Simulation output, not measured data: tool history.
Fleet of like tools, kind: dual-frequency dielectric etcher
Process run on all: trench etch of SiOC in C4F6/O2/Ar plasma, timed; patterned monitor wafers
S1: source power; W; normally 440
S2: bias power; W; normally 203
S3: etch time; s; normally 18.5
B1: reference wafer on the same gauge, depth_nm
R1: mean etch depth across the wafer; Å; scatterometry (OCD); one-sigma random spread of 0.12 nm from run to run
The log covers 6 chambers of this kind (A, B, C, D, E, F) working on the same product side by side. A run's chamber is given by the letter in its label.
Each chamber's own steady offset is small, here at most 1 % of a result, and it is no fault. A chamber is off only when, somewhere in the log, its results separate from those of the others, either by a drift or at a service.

run	hour	S1	S2	S3	B1	R1
1C	4.6	440	203	18.5	38.713	411.57
2D	11.5	440	203	18.5	38.701	416.62
3A	18.4	440	203	18.5	38.692	414.35
4F	24.7	440	203	18.5	38.702	417.27
5B	28.9	440	203	18.5	38.683	414.17
6E	35.7	440	203	18.5	38.698	410.98
# hour 38.3: chamber F: wet clean of the chamber
7C	40.4	440	203	18.5	38.7	410.16
8B	44.7	440	247	18.5	38.689	438.29
# hour 45.4: chamber B: wet clean of the chamber
9F	49.6	440	247	18.5	38.722	440.84
10E	54.6	440	247	18.5	38.692	436.37
11D	57.9	440	247	18.5	38.71	441.37
12A	64.4	440	247	18.5	38.675	439.48
13C	68	440	247	18.5	38.689	437.58
# hour 71.1: chamber D: wet clean of the chamber
14F	73.5	440	203	18.5	38.697	414.5
15E	77.1	440	203	18.5	38.692	411.48
16D	81.3	440	203	18.5	38.681	413.86
17A	85.5	480	203	18.5	38.689	427.7
18B	92.8	480	203	18.5	38.698	427.53
19D	97.8	480	203	18.5	38.713	426.83
# hour 99.7: chamber A: wet clean of the chamber
20B	104.8	480	203	18.5	38.673	423.05
21E	108.9	480	203	18.5	38.706	426.15
22C	116	480	203	18.5	38.705	421.83
23F	123.2	440	203	18.5	38.704	415.24
24A	128.1	440	203	18.5	38.707	427.81
25A	133.4	440	203	18.5	38.694	428
26C	138.2	370	166	18.5	38.706	360.95
27F	142.3	370	166	18.5	38.684	364.67
28D	147.9	370	166	18.5	38.71	362.79
29B	151.6	370	166	18.5	38.722	361.32
30E	156.5	370	166	18.5	38.696	360.54
31D	162.7	370	166	18.5	38.68	363.79
32E	169.4	440	203	18.5	38.702	412.01
33C	175.2	440	203	18.5	38.71	412.41
34B	179.6	440	203	18.5	38.661	411.71
35A	186.7	440	203	18.5	38.704	428.34
36F	191.4	440	203	18.5	38.72	413.87
37E	196.8	440	203	18.5	38.656	411.42

Read the log: is a single chamber off, either drifting away or since a service, is the gauge that measures every chamber drifting, or is nothing wrong beyond small per-chamber offsets? Name any odd chamber and what most likely caused it.

Chamber A came out of a service off from its peers and stayed that way.
Cause: etch rate over this chamber's usual, % = 3.35.

Here are 4 candidates for chamber A's next run, each the usual settings with a change, their results left as question marks. Which one brings its results back in line with what the others give on the usual settings?
Counts as in line when no further than this from what the other chambers average on the usual settings: R1 4.1 Å
38A-1	202.2	440	180	18.5		?
38A-2	202.2	440	215	18.5		?
38A-3	202.2	440	226	18.5		?
38A-4	202.2	420	203	18.5		?

The other chambers' mean on the usual settings: R1 412.71 Å
run	R1
38A-1	412.38
38A-2	436.16
38A-3	443.25
38A-4	420.66
The answer is 38A-1, which returns the chamber to within the allowed miss of the others.
